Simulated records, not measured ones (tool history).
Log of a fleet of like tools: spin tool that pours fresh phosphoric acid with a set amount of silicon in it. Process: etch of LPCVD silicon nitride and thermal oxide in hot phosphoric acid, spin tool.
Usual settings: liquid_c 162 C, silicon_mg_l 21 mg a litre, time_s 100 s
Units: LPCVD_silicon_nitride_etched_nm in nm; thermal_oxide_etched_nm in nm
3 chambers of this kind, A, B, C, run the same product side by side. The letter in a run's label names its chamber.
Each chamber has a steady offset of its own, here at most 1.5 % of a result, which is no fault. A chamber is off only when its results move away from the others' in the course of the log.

run,hour,liquid_c,silicon_mg_l,time_s,hours since the thermometer was replaced,hours since the dissolved silicon flow meter was replaced,hours since the heated supply line was repaired,"read-back film thickness of the LPCVD silicon nitride reference wafer, read on the same gauge (nm)","read-back film thickness of the thermal oxide reference wafer, read on the same gauge (nm)",LPCVD_silicon_nitride_etched_nm,thermal_oxide_etched_nm
1A,2.7,162,21,100,77.6,1734.7,1576.9,150.01,110,11.037,0.18103
2B,5.9,162,21,100,2317.8,578.1,2211.3,149.97,109.99,11.041,0.16461
3C,10.4,162,21,100,433.8,392.7,3001.2,150,110,10.773,0.17826
4C,15.7,162,21,100,439.1,398,3006.5,150.02,109.96,10.779,0.20884
5A,21.1,162,14.5,100,96,1753.1,1595.3,149.98,110,10.93,0.21166
6B,26,162,14.5,100,2337.9,598.2,2231.4,150.01,110.03,11.025,0.24755
7B,31.6,162,14.5,100,2343.5,603.8,2237,150.01,110,10.881,0.24811
8A,34.4,162,21,100,109.3,1766.4,1608.6,150,109.99,11.034,0.17856
9C,40.1,162,21,100,463.5,422.4,3030.9,150.01,109.99,10.838,0.17878
10B,45.7,162,21,135,2357.6,617.9,2251.1,149.98,110,14.727,0.26327
11A,50.9,162,21,135,125.8,1782.9,1625.1,150.01,110,14.941,0.23486
12C,55.8,162,21,135,479.2,438.1,3046.6,150,109.97,14.785,0.29102
13B,58.4,163.5,21,160,2370.3,630.6,2263.8,150.02,109.99,18.455,0.37557
14C,62.6,163.5,21,160,486,444.9,3053.4,150.01,109.98,18.355,0.37932
15A,67.2,163.5,21,160,142.1,1799.2,1641.4,150.02,110,18.182,0.33676
16C,71.2,162,21,100,494.6,453.5,3062,149.98,110.01,10.777,0.17122
17B,75.3,162,21,100,2387.2,647.5,2280.7,149.99,110.01,11.063,0.19023
18A,81.2,162,21,100,156.1,1813.2,1655.4,150,110.01,10.717,0.19609
19B,84.7,162,21,100,2396.6,656.9,2290.1,150,110.02,10.898,0.22434
20A,88.7,162,21,100,163.6,1820.7,1662.9,149.99,110.01,10.555,0.18214
21C,92.7,162,21,100,516.1,475,3083.5,149.99,109.99,10.927,0.2086
# hour 96: chamber A: dissolved silicon flow meter replaced
22B,97.7,162,21,100,2409.6,669.9,2303.1,149.99,110.01,11.044,0.20999
23A,102.5,162,21,100,177.4,6.5,1676.7,150.02,109.98,10.243,0.16536
24C,106.6,162,21,100,530,488.9,3097.4,149.98,110,10.797,0.2148
25A,110,162,21,100,184.9,14,1684.2,149.99,110,10.298,0.16495
26C,114.9,162,21,100,538.3,497.2,3105.7,149.99,110.02,10.941,0.22228

What goes on in this fleet: one chamber off, a drifting gauge, or nothing beyond the chambers' own small offsets? Name the chamber and the cause, if any.

Chamber A drifts away from the others.
Cause: temperature lost on the way to the wafer (K) = 1.9.
The log may not tell that from: liquid colder than its thermometer reads (K).

Here are 4 candidates for chamber A's next run, each the usual settings with a change, their results left as question marks. Which one brings its results back in line with what the others give on the usual settings?
In line means no further than this from the other chambers' mean on the usual settings: LPCVD_silicon_nitride_etched_nm 0.35 nm; thermal_oxide_etched_nm 0.076 nm
27A-1,119.2,162.5,16,110,,,,,,?,?
27A-2,119.2,161.5,26,90,,,,,,?,?
27A-3,119.2,162,18.5,105,,,,,,?,?
27A-4,119.2,162,23.5,95,,,,,,?,?

The other chambers' mean on the usual settings: LPCVD_silicon_nitride_etched_nm 10.94 nm; thermal_oxide_etched_nm 0.19677 nm
run,LPCVD_silicon_nitride_etched_nm,thermal_oxide_etched_nm
27A-1,11.423,0.23819
27A-2,9.0374,0.13456
27A-3,10.722,0.20506
27A-4,9.7012,0.16011
27A-3 brings the chamber back in line.

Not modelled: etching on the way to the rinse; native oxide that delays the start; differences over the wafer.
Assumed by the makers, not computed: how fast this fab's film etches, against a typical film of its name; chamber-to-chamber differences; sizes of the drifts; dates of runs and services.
